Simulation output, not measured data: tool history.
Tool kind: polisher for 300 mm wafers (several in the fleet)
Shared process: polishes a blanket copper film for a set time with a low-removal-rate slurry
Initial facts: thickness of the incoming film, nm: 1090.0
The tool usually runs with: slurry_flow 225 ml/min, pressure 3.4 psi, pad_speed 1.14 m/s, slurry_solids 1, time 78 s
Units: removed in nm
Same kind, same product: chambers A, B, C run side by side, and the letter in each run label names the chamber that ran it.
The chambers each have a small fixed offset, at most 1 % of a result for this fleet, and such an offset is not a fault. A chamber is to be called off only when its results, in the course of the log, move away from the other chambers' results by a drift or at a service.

| run | hour | slurry_flow | pressure | pad_speed | slurry_solids | time | wafers polished on this pad | hours since the slurry nozzle was cleaned | hours since the head pressure was calibrated | hours since the slurry blender was calibrated | removed |
|---|---|---|---|---|---|---|---|---|---|---|---|
| 1B | 3.8 | 225 | 3.4 | 1.14 | 1 | 78 | 473 | 183.2 | 217.4 | 47.4 | 304.67 |
| 2C | 8.5 | 225 | 3.4 | 1.14 | 1 | 78 | 361 | 213 | 858.1 | 142.5 | 303.97 |
| 3A | 11.1 | 225 | 3.4 | 1.14 | 1 | 78 | 218 | 778.6 | 101.1 | 97.9 | 303.58 |
| 4B | 14.3 | 225 | 3.4 | 1.14 | 1 | 78 | 532 | 193.7 | 227.9 | 57.9 | 305.99 |
| 5A | 16.9 | 225 | 3.4 | 1.14 | 1 | 78 | 251 | 784.4 | 106.9 | 103.7 | 300.03 |
| 6C | 20.1 | 225 | 3.4 | 1.14 | 1 | 78 | 426 | 224.6 | 869.7 | 154.1 | 301.05 |
| 7A | 25.2 | 225 | 3.4 | 1.14 | 1 | 78 | 297 | 792.7 | 115.2 | 112 | 302.86 |
| 8C | 29.2 | 160 | 3.4 | 1.14 | 1 | 78 | 477 | 233.7 | 878.8 | 163.2 | 292.34 |
| 9B | 33.7 | 160 | 3.4 | 1.14 | 1 | 78 | 641 | 213.1 | 247.3 | 77.3 | 289.64 |
| 10A | 36.7 | 160 | 3.4 | 1.14 | 1 | 78 | 362 | 804.2 | 126.7 | 123.5 | 292.37 |
| 11B | 41.9 | 225 | 3.4 | 1.14 | 1 | 78 | 687 | 221.3 | 255.5 | 85.5 | 302.37 |
| 12C | 46.1 | 225 | 3.4 | 1.14 | 1.25 | 94 | 572 | 250.6 | 895.7 | 180.1 | 380.43 |
| 13B | 50.7 | 225 | 3.4 | 1.14 | 1.25 | 94 | 736 | 230.1 | 264.3 | 94.3 | 383.36 |
|  | 52.1 | chamber C: head pressure recalibrated |
| 14A | 53.6 | 225 | 3.4 | 1.14 | 1.25 | 94 | 456 | 821.1 | 143.6 | 140.4 | 385.06 |
|  | 57.7 | chamber A: worn pad replaced by a new one |
| 15C | 58.1 | 225 | 3.4 | 1.14 | 0.85 | 78 | 639 | 262.6 | 6.1 | 192.1 | 292.53 |
| 16C | 62.1 | 225 | 3.4 | 1.14 | 0.85 | 78 | 662 | 266.6 | 10.1 | 196.1 | 296.11 |
| 17A | 67.2 | 225 | 3.4 | 1.14 | 0.85 | 78 | 53 | 834.7 | 157.2 | 154 | 292.74 |
| 18B | 70.6 | 225 | 3.4 | 1.14 | 1 | 78 | 848 | 250 | 284.2 | 114.2 | 302.6 |
| 19A | 75.6 | 225 | 3.4 | 1.14 | 1 | 78 | 100 | 843.1 | 165.6 | 162.4 | 300.78 |
| 20C | 79.5 | 225 | 3.4 | 1.14 | 1 | 78 | 759 | 284 | 27.5 | 213.5 | 308.31 |
| 21B | 84.2 | 225 | 3.4 | 1.14 | 1 | 78 | 924 | 263.6 | 297.8 | 127.8 | 304.14 |

Predict what each chamber gives when all 3 of them run the settings below next.
| 22A | 88 | 225 | 4.4 | 1.14 | 1 | 78 |  |  |  |  | ? |
| 22B | 88 | 225 | 4.4 | 1.14 | 1 | 78 |  |  |  |  | ? |
| 22C | 88 | 225 | 4.4 | 1.14 | 1 | 78 |  |  |  |  | ? |

| run | removed |
|---|---|
| 22A | 392.53 |
| 22B | 391.08 |
| 22C | 403.79 |
